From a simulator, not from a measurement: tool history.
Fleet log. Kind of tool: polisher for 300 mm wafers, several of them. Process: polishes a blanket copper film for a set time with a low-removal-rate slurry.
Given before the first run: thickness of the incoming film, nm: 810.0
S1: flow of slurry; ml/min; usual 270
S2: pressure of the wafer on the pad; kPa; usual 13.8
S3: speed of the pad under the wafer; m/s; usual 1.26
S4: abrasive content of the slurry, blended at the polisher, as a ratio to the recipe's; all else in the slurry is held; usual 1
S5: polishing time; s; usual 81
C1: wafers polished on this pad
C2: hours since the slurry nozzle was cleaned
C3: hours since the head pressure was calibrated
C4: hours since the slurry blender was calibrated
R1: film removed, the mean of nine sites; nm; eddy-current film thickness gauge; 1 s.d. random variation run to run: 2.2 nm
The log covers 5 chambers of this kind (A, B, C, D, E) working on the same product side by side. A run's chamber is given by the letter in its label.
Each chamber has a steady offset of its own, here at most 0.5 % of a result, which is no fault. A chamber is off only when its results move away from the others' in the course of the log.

run,hour,S1,S2,S3,S4,S5,C1,C2,C3,C4,R1
# hour 3.5: chamber A: worn pad replaced by a new one
# hour 5.7: chamber C: slurry nozzle cleaned
1E,7.6,270,13.8,1.26,1,81,423,639.6,313.0,254.6,192.74
2A,13.4,270,13.8,1.26,1,81,69,264.8,317.4,209.1,192.83
# hour 16.4: chamber C: slurry blender recalibrated
3C,19.0,270,13.8,1.26,1,81,205,13.4,649.6,2.7,192.91
4B,25.8,270,13.8,1.26,1,81,527,80.1,543.0,116.2,192.95
5D,31.6,270,13.8,1.26,1,81,820,253.2,332.5,67.6,192.21
# hour 32.1: chamber E: worn pad replaced by a new one
6A,36.5,270,13.8,1.26,1,81,229,287.9,340.5,232.2,194.98
# hour 37.0: chamber B: worn pad replaced by a new one
7D,41.0,270,13.8,1.26,1,81,885,262.6,341.9,77.0,195.05
8B,44.5,270,13.8,1.26,1,81,52,98.8,561.7,134.9,191.83
9C,51.9,270,13.8,1.26,1,81,433,46.3,682.5,35.6,188.92
10E,58.1,270,13.8,1.26,1,81,180,690.1,363.5,305.1,195.40
11E,63.8,270,13.8,1.26,1,81,219,695.8,369.2,310.8,192.84
# hour 68.8: chamber E: slurry blender recalibrated
12B,70.3,270,13.8,1.26,1,81,230,124.6,587.5,160.7,197.14
13D,76.0,195,13.8,1.26,1,81,1127,297.6,376.9,112.0,188.91
14C,83.5,195,13.8,1.26,1,81,652,77.9,714.1,67.2,183.78
15A,91.0,195,13.8,1.26,1,81,606,342.4,395.0,286.7,182.84
# hour 92.3: chamber A: worn pad replaced by a new one
# hour 93.6: chamber D: worn pad replaced by a new one
16C,96.7,195,13.8,1.26,1,81,743,91.1,727.3,80.4,185.72
# hour 99.1: chamber C: worn pad replaced by a new one
17E,103.2,195,13.8,1.26,1,81,492,735.2,408.6,34.4,187.23
# hour 105.5: chamber E: worn pad replaced by a new one
18A,111.1,270,16.5,1.26,1,81,130,362.5,415.1,306.8,231.61
19D,118.5,270,16.5,1.26,1,81,172,340.1,419.4,154.5,232.07
20B,126.1,270,16.5,1.26,1,81,617,180.4,643.3,216.5,233.10
21C,131.3,270,16.5,1.26,1,81,223,125.7,761.9,115.0,230.29
# hour 131.8: chamber B: worn pad replaced by a new one
22B,136.8,270,16.5,1.26,1,81,34,191.1,654.0,227.2,232.06
# hour 142.7: chamber C: slurry blender recalibrated
23E,144.6,270,13.8,1.26,1,81,271,776.6,450.0,75.8,191.68
24D,148.4,270,13.8,1.26,1,81,379,370.0,449.3,184.4,194.81
25A,154.3,270,13.8,1.26,1,81,429,405.7,458.3,350.0,193.47
26B,160.9,315,15.9,1.26,1,81,201,215.2,678.1,251.3,225.26
27A,167.9,315,15.9,1.26,1,81,523,419.3,471.9,363.6,224.11
28D,173.2,315,15.9,1.26,1,81,551,394.8,474.1,209.2,223.00
# hour 175.1: chamber E: slurry nozzle cleaned
29E,178.0,315,15.9,1.26,1,81,502,2.9,483.4,109.2,224.84
30C,185.6,315,15.9,1.26,1,81,599,180.0,816.2,43.0,224.67
# hour 189.2: chamber E: worn pad replaced by a new one
31D,191.3,200,15.9,1.26,1,81,676,412.9,492.2,227.3,220.37
# hour 194.4: chamber A: worn pad replaced by a new one
32B,196.0,200,15.9,1.26,1,81,444,250.3,713.2,286.4,215.79
33A,202.0,200,15.9,1.26,1,81,53,453.4,506.0,397.7,210.92
34E,208.9,200,15.9,1.26,1,81,136,33.8,514.3,140.1,217.70
35C,214.4,200,15.9,1.26,1,81,799,208.8,845.0,71.8,209.24
36E,222.4,270,13.8,1.26,1,81,230,47.3,527.8,153.6,194.48

The same settings go to every chamber for the next run, one line per chamber below. Forecast the results for each:
37A,228.2,270,13.8,1.26,1,81,,,,,?
37B,228.2,270,13.8,1.26,1,81,,,,,?
37C,228.2,270,13.8,1.26,1,81,,,,,?
37D,228.2,270,13.8,1.26,1,81,,,,,?
37E,228.2,270,13.8,1.26,1,81,,,,,?

run,R1
37A,195.16
37B,195.42
37C,188.57
37D,194.30
37E,192.47

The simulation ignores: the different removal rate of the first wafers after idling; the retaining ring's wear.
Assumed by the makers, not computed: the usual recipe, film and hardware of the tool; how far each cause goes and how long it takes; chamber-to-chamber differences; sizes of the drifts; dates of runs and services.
